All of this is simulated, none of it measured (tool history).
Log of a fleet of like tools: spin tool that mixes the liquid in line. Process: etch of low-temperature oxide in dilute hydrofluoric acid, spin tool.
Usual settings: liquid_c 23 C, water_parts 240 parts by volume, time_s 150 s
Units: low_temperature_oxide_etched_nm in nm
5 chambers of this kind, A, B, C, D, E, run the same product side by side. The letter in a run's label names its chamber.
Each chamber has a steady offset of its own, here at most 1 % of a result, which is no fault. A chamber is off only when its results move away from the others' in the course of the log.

| run | hour | liquid_c | water_parts | time_s | hours since the thermometer was replaced | hours since the hydrofluoric acid flow meter was replaced | read-back film thickness of the low-temperature oxide reference wafer, read on the same gauge (nm) | low_temperature_oxide_etched_nm |
|---|---|---|---|---|---|---|---|---|
| 1B | 4.2 | 23 | 240 | 150 | 1310.5 | 1190.6 | 139.99 | 10.1110 |
| 2A | 7.9 | 23 | 240 | 150 | 1975.2 | 288.7 | 140.00 | 10.1520 |
| 3E | 12.9 | 23 | 240 | 150 | 550.9 | 118.4 | 139.98 | 10.1250 |
| 4D | 16.3 | 23 | 240 | 150 | 493.5 | 180.5 | 140.01 | 10.0210 |
| 5C | 20.7 | 23 | 310 | 150 | 392.8 | 382.7 | 140.03 | 7.2649 |
| 6A | 25.4 | 23 | 310 | 150 | 1992.7 | 306.2 | 140.01 | 7.1492 |
| 7D | 31.6 | 23 | 310 | 150 | 508.8 | 195.8 | 140.02 | 7.3191 |
|  | 32.6 | chamber A: thermometer replaced |
| 8B | 35.4 | 23 | 310 | 150 | 1341.7 | 1221.8 | 140.02 | 7.2658 |
| 9C | 38.4 | 23 | 310 | 150 | 410.5 | 400.4 | 140.02 | 7.2593 |
| 10E | 44.1 | 23 | 240 | 150 | 582.1 | 149.6 | 139.98 | 9.9912 |
| 11A | 47.9 | 23 | 240 | 150 | 15.4 | 328.7 | 140.00 | 10.1780 |
| 12E | 53.8 | 23 | 240 | 150 | 591.8 | 159.3 | 140.00 | 9.9620 |
| 13C | 59.3 | 23 | 240 | 150 | 431.4 | 421.3 | 140.00 | 9.8450 |
| 14D | 64.8 | 23 | 240 | 150 | 542.0 | 229.0 | 140.02 | 10.1100 |
| 15B | 67.8 | 23 | 240 | 150 | 1374.1 | 1254.2 | 140.00 | 10.0460 |
| 16B | 73.6 | 23 | 180 | 150 | 1379.9 | 1260.0 | 140.00 | 14.2180 |
| 17A | 79.7 | 23 | 180 | 150 | 47.2 | 360.5 | 140.00 | 14.3120 |
| 18C | 85.5 | 23 | 180 | 150 | 457.6 | 447.5 | 140.02 | 14.2960 |
| 19E | 91.8 | 23 | 180 | 150 | 629.8 | 197.3 | 140.00 | 14.4560 |
| 20D | 97.5 | 23 | 180 | 150 | 574.7 | 261.7 | 140.01 | 14.1240 |
| 21B | 103.0 | 23 | 240 | 150 | 1409.3 | 1289.4 | 140.01 | 9.9833 |
| 22A | 106.6 | 23 | 240 | 150 | 74.1 | 387.4 | 139.98 | 10.0430 |
| 23D | 111.3 | 23 | 240 | 150 | 588.5 | 275.5 | 139.97 | 10.0240 |
| 24C | 117.5 | 23 | 240 | 150 | 489.6 | 479.5 | 139.97 | 10.4950 |
| 25E | 121.1 | 23 | 240 | 150 | 659.1 | 226.6 | 139.99 | 10.0020 |
| 26C | 126.1 | 23 | 240 | 150 | 498.2 | 488.1 | 140.01 | 10.5030 |
| 27A | 129.8 | 23 | 240 | 150 | 97.3 | 410.6 | 140.00 | 10.0110 |
| 28D | 133.8 | 23 | 240 | 150 | 611.0 | 298.0 | 139.97 | 10.0920 |
| 29E | 138.6 | 23 | 240 | 150 | 676.6 | 244.1 | 140.00 | 10.0850 |
| 30B | 142.3 | 23 | 240 | 150 | 1448.6 | 1328.7 | 140.03 | 10.1420 |
| 31E | 145.9 | 23 | 240 | 150 | 683.9 | 251.4 | 140.00 | 10.0660 |
| 32C | 150.3 | 23 | 240 | 150 | 522.4 | 512.3 | 139.99 | 10.7380 |
| 33D | 155.7 | 23 | 340 | 205 | 632.9 | 319.9 | 140.00 | 8.8113 |
| 34A | 160.7 | 23 | 340 | 205 | 128.2 | 441.5 | 140.01 | 8.8916 |
| 35B | 165.7 | 23 | 340 | 205 | 1472.0 | 1352.1 | 139.98 | 8.7776 |

All 5 chambers run these settings next. Forecast each chamber's results:
| 36A | 170.5 | 23 | 240 | 195 |  |  |  | ? |
| 36B | 170.5 | 23 | 240 | 195 |  |  |  | ? |
| 36C | 170.5 | 23 | 240 | 195 |  |  |  | ? |
| 36D | 170.5 | 23 | 240 | 195 |  |  |  | ? |
| 36E | 170.5 | 23 | 240 | 195 |  |  |  | ? |

| run | low_temperature_oxide_etched_nm |
|---|---|
| 36A | 13.1810 |
| 36B | 12.8870 |
| 36C | 14.1280 |
| 36D | 13.0330 |
| 36E | 13.2420 |
